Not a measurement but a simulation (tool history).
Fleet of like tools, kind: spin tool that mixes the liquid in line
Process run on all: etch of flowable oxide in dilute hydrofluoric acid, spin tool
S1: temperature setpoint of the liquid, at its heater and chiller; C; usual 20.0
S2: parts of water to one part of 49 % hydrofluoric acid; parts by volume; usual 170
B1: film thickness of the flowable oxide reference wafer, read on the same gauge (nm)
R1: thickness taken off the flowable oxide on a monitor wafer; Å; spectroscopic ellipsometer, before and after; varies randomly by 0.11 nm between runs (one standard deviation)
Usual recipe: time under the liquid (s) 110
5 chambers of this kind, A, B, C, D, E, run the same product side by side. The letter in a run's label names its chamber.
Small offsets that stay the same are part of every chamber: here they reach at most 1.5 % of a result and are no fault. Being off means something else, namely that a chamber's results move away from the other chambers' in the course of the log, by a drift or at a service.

Run 1D, hour 4.7: usual settings; B1 129.98. Result: R1 149.420 Å.
Run 2E, hour 7.5: usual settings; B1 129.98. Result: R1 145.620 Å.
Run 3A, hour 13.1: usual settings; B1 130.00. Result: R1 146.750 Å.
Run 4B, hour 15.7: usual settings; B1 130.04. Result: R1 145.890 Å.
Run 5C, hour 19.3: usual settings; B1 129.99. Result: R1 148.480 Å.
Run 6A, hour 23.3: usual settings; B1 130.02. Result: R1 147.570 Å.
Run 7C, hour 26.4: usual settings; B1 129.98. Result: R1 148.550 Å.
Run 8B, hour 31.9: usual settings; B1 129.98. Result: R1 146.570 Å.
Run 9D, hour 36.6: usual settings; B1 130.00. Result: R1 149.240 Å.
Run 10E, hour 40.5: usual settings; B1 129.99. Result: R1 148.740 Å.
Run 11C, hour 46.0: usual settings; B1 130.02. Result: R1 148.140 Å.
Run 12E, hour 49.5: usual settings; B1 130.04. Result: R1 148.250 Å.
Run 13D, hour 52.7: usual settings; B1 129.98. Result: R1 148.000 Å.
Run 14B, hour 56.1: usual settings but S2 240 parts by volume, time under the liquid (s) 75; B1 130.01. Result: R1 65.196 Å.
Run 15A, hour 59.2: usual settings but S2 240 parts by volume, time under the liquid (s) 75; B1 130.01. Result: R1 66.380 Å.
Run 16D, hour 62.7: usual settings but S2 240 parts by volume, time under the liquid (s) 75; B1 130.02. Result: R1 66.151 Å.
Run 17A, hour 65.1: usual settings but S2 240 parts by volume, time under the liquid (s) 75; B1 129.98. Result: R1 66.288 Å.
Run 18B, hour 68.6: usual settings but S2 240 parts by volume, time under the liquid (s) 75; B1 130.03. Result: R1 65.782 Å.
Run 19C, hour 72.5: usual settings; B1 129.99. Result: R1 145.720 Å.
Run 20E, hour 75.2: usual settings; B1 130.02. Result: R1 145.340 Å.
Run 21B, hour 78.3: usual settings; B1 129.99. Result: R1 147.770 Å.
Run 22C, hour 83.9: usual settings; B1 130.00. Result: R1 149.910 Å.
Run 23D, hour 86.8: usual settings; B1 129.98. Result: R1 146.750 Å.
Run 24A, hour 91.4: usual settings; B1 129.98. Result: R1 149.940 Å.
Run 25E, hour 95.9: usual settings; B1 129.99. Result: R1 145.780 Å.
Run 26E, hour 101.1: usual settings but S1 22.5 C, time under the liquid (s) 90; B1 129.97. Result: R1 132.130 Å.
Run 27C, hour 106.2: usual settings but S1 22.5 C, time under the liquid (s) 90; B1 130.01. Result: R1 133.190 Å.
Run 28D, hour 110.5: usual settings but S1 22.5 C, time under the liquid (s) 90; B1 129.98. Result: R1 131.310 Å.
Run 29B, hour 113.1: usual settings but S1 22.5 C, time under the liquid (s) 90; B1 130.02. Result: R1 131.230 Å.
Run 30A, hour 118.4: usual settings but S1 22.5 C, time under the liquid (s) 90; B1 130.06. Result: R1 136.340 Å.
Run 31D, hour 123.9: usual settings; B1 130.00. Result: R1 148.030 Å.
Run 32A, hour 126.6: usual settings; B1 129.98. Result: R1 150.760 Å.
Run 33C, hour 132.0: usual settings; B1 130.03. Result: R1 147.570 Å.
Run 34B, hour 137.6: usual settings; B1 129.99. Result: R1 143.670 Å.
Run 35E, hour 142.0: usual settings but S1 18.5 C, time under the liquid (s) 80; B1 130.03. Result: R1 100.920 Å.
Run 36A, hour 146.9: usual settings but S1 18.5 C, time under the liquid (s) 80; B1 130.01. Result: R1 107.770 Å.

Next, all 5 chambers run the settings below, one line each with question marks for the results. What does each chamber give?
Run 37A, hour 150.9: usual settings but S2 195 parts by volume. Result: R1 ?.
Run 37B, hour 150.9: usual settings but S2 195 parts by volume. Result: R1 ?.
Run 37C, hour 150.9: usual settings but S2 195 parts by volume. Result: R1 ?.
Run 37D, hour 150.9: usual settings but S2 195 parts by volume. Result: R1 ?.
Run 37E, hour 150.9: usual settings but S2 195 parts by volume. Result: R1 ?.

run       R1
37A  132.010
37B  123.430
37C  126.460
37D  125.720
37E  124.650
